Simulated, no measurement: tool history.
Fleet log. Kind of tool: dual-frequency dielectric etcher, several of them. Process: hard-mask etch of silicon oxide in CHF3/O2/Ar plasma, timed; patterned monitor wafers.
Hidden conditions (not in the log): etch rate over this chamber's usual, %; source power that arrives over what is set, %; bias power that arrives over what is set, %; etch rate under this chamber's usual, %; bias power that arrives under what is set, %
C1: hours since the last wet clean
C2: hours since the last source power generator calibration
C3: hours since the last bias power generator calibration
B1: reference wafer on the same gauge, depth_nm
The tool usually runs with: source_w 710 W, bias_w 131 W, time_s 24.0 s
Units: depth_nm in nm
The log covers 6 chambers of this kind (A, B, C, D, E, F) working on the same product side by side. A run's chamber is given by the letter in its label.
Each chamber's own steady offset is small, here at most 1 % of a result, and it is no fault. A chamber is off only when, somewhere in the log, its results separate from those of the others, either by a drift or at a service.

-- day=0.350 chamber E: wet clean of the chamber
run 1E day=0.396 | source_w=710 bias_w=131 time_s=24.0 | C1=1.1 C2=1180.7 C3=1079.0 | B1=44.773 | depth_nm=45.463
run 2D day=0.658 | source_w=710 bias_w=131 time_s=24.0 | C1=254.8 C2=2760.5 C3=977.2 | B1=44.813 | depth_nm=45.759
run 3B day=0.954 | source_w=710 bias_w=131 time_s=24.0 | C1=58.8 C2=699.0 C3=261.7 | B1=44.812 | depth_nm=45.725
run 4F day=1.208 | source_w=710 bias_w=131 time_s=24.0 | C1=167.3 C2=1051.4 C3=676.0 | B1=44.807 | depth_nm=45.575
run 5A day=1.492 | source_w=710 bias_w=131 time_s=24.0 | C1=276.3 C2=2456.7 C3=1129.7 | B1=44.839 | depth_nm=46.103
run 6C day=1.917 | source_w=710 bias_w=131 time_s=24.0 | C1=101.5 C2=3746.7 C3=686.6 | B1=44.762 | depth_nm=45.783
run 7E day=2.171 | source_w=710 bias_w=131 time_s=24.0 | C1=43.7 C2=1223.3 C3=1121.6 | B1=44.834 | depth_nm=45.649
run 8D day=2.575 | source_w=710 bias_w=131 time_s=24.0 | C1=300.8 C2=2806.5 C3=1023.2 | B1=44.803 | depth_nm=45.579
run 9F day=2.800 | source_w=710 bias_w=131 time_s=24.0 | C1=205.5 C2=1089.6 C3=714.2 | B1=44.734 | depth_nm=45.965
-- day=2.808 chamber A: source power generator calibrated
run 10B day=3.079 | source_w=710 bias_w=131 time_s=24.0 | C1=109.8 C2=750.0 C3=312.7 | B1=44.775 | depth_nm=45.369
run 11C day=3.433 | source_w=710 bias_w=131 time_s=24.0 | C1=137.9 C2=3783.1 C3=723.0 | B1=44.796 | depth_nm=45.934
run 12A day=3.779 | source_w=710 bias_w=131 time_s=24.0 | C1=331.2 C2=23.3 C3=1184.6 | B1=44.812 | depth_nm=46.077
run 13B day=4.071 | source_w=710 bias_w=131 time_s=24.0 | C1=133.6 C2=773.8 C3=336.5 | B1=44.762 | depth_nm=45.785
run 14E day=4.512 | source_w=790 bias_w=131 time_s=24.0 | C1=99.9 C2=1279.5 C3=1177.8 | B1=44.791 | depth_nm=47.587
run 15D day=4.929 | source_w=790 bias_w=131 time_s=24.0 | C1=357.3 C2=2863.0 C3=1079.7 | B1=44.830 | depth_nm=47.353
run 16A day=5.208 | source_w=790 bias_w=131 time_s=24.0 | C1=365.5 C2=57.6 C3=1218.9 | B1=44.818 | depth_nm=47.790
run 17F day=5.604 | source_w=790 bias_w=131 time_s=24.0 | C1=272.8 C2=1156.9 C3=781.5 | B1=44.832 | depth_nm=47.471
run 18C day=5.908 | source_w=790 bias_w=131 time_s=24.0 | C1=197.3 C2=3842.5 C3=782.4 | B1=44.784 | depth_nm=47.879
run 19F day=6.196 | source_w=790 bias_w=131 time_s=24.0 | C1=287.0 C2=1171.1 C3=795.7 | B1=44.756 | depth_nm=47.827
run 20C day=6.604 | source_w=710 bias_w=107 time_s=24.0 | C1=214.0 C2=3859.2 C3=799.1 | B1=44.825 | depth_nm=43.321
run 21A day=6.958 | source_w=710 bias_w=107 time_s=24.0 | C1=407.5 C2=99.6 C3=1260.9 | B1=44.792 | depth_nm=43.325
-- day=7.262 chamber F: wet clean of the chamber
run 22B day=7.325 | source_w=710 bias_w=107 time_s=24.0 | C1=211.7 C2=851.9 C3=414.6 | B1=44.773 | depth_nm=43.103
run 23E day=7.588 | source_w=710 bias_w=107 time_s=24.0 | C1=173.7 C2=1353.3 C3=1251.6 | B1=44.794 | depth_nm=42.615
run 24D day=7.846 | source_w=710 bias_w=107 time_s=24.0 | C1=427.3 C2=2933.0 C3=1149.7 | B1=44.800 | depth_nm=43.217
run 25F day=8.062 | source_w=710 bias_w=107 time_s=24.0 | C1=19.2 C2=1215.9 C3=840.5 | B1=44.758 | depth_nm=45.015
-- day=8.083 chamber A: wet clean of the chamber
run 26A day=8.517 | source_w=710 bias_w=131 time_s=24.0 | C1=10.4 C2=137.0 C3=1298.3 | B1=44.787 | depth_nm=46.049
run 27E day=8.979 | source_w=710 bias_w=131 time_s=24.0 | C1=207.1 C2=1386.7 C3=1285.0 | B1=44.732 | depth_nm=45.964
run 28B day=9.408 | source_w=710 bias_w=131 time_s=24.0 | C1=261.7 C2=901.9 C3=464.6 | B1=44.828 | depth_nm=45.700
run 29D day=9.846 | source_w=870 bias_w=131 time_s=29.5 | C1=475.3 C2=2981.0 C3=1197.7 | B1=44.810 | depth_nm=60.592
run 30C day=10.183 | source_w=870 bias_w=131 time_s=29.5 | C1=299.9 C2=3945.1 C3=885.0 | B1=44.764 | depth_nm=61.039
-- day=10.304 chamber D: wet clean of the chamber
run 31C day=10.471 | source_w=870 bias_w=131 time_s=29.5 | C1=306.8 C2=3952.0 C3=891.9 | B1=44.796 | depth_nm=61.345
run 32F day=10.754 | source_w=870 bias_w=131 time_s=29.5 | C1=83.8 C2=1280.5 C3=905.1 | B1=44.785 | depth_nm=64.082
run 33E day=11.088 | source_w=870 bias_w=131 time_s=29.5 | C1=257.7 C2=1437.3 C3=1335.6 | B1=44.842 | depth_nm=60.547
run 34D day=11.504 | source_w=870 bias_w=131 time_s=29.5 | C1=28.8 C2=3020.8 C3=1237.5 | B1=44.791 | depth_nm=60.463
run 35A day=11.800 | source_w=710 bias_w=131 time_s=24.0 | C1=89.2 C2=215.8 C3=1377.1 | B1=44.784 | depth_nm=45.838
run 36B day=12.079 | source_w=710 bias_w=131 time_s=24.0 | C1=325.8 C2=966.0 C3=528.7 | B1=44.808 | depth_nm=45.866
-- day=12.225 chamber C: wet clean of the chamber
run 37C day=12.396 | source_w=710 bias_w=131 time_s=24.0 | C1=4.1 C2=3998.2 C3=938.1 | B1=44.806 | depth_nm=45.816
run 38B day=12.683 | source_w=710 bias_w=131 time_s=24.0 | C1=340.3 C2=980.5 C3=543.2 | B1=44.819 | depth_nm=45.940
run 39A day=12.962 | source_w=710 bias_w=131 time_s=24.0 | C1=117.1 C2=243.7 C3=1405.0 | B1=44.865 | depth_nm=45.973
run 40D day=13.292 | source_w=710 bias_w=131 time_s=24.0 | C1=71.7 C2=3063.7 C3=1280.4 | B1=44.788 | depth_nm=45.656
run 41E day=13.692 | source_w=710 bias_w=131 time_s=24.0 | C1=320.2 C2=1499.8 C3=1398.1 | B1=44.833 | depth_nm=45.578
run 42F day=14.117 | source_w=710 bias_w=131 time_s=24.0 | C1=164.5 C2=1361.2 C3=985.8 | B1=44.779 | depth_nm=47.801
run 43B day=14.354 | source_w=710 bias_w=131 time_s=24.0 | C1=380.4 C2=1020.6 C3=583.3 | B1=44.808 | depth_nm=45.492

For the next run the whole fleet of 6 chambers uses the same settings. Give each chamber's results:
run 44A day=14.688 | source_w=710 bias_w=131 time_s=24.0 | depth_nm=?
run 44B day=14.688 | source_w=710 bias_w=131 time_s=24.0 | depth_nm=?
run 44C day=14.688 | source_w=710 bias_w=131 time_s=24.0 | depth_nm=?
run 44D day=14.688 | source_w=710 bias_w=131 time_s=24.0 | depth_nm=?
run 44E day=14.688 | source_w=710 bias_w=131 time_s=24.0 | depth_nm=?
run 44F day=14.688 | source_w=710 bias_w=131 time_s=24.0 | depth_nm=?

run=44A depth_nm=45.994
run=44B depth_nm=45.528
run=44C depth_nm=45.838
run=44D depth_nm=45.613
run=44E depth_nm=45.576
run=44F depth_nm=47.693

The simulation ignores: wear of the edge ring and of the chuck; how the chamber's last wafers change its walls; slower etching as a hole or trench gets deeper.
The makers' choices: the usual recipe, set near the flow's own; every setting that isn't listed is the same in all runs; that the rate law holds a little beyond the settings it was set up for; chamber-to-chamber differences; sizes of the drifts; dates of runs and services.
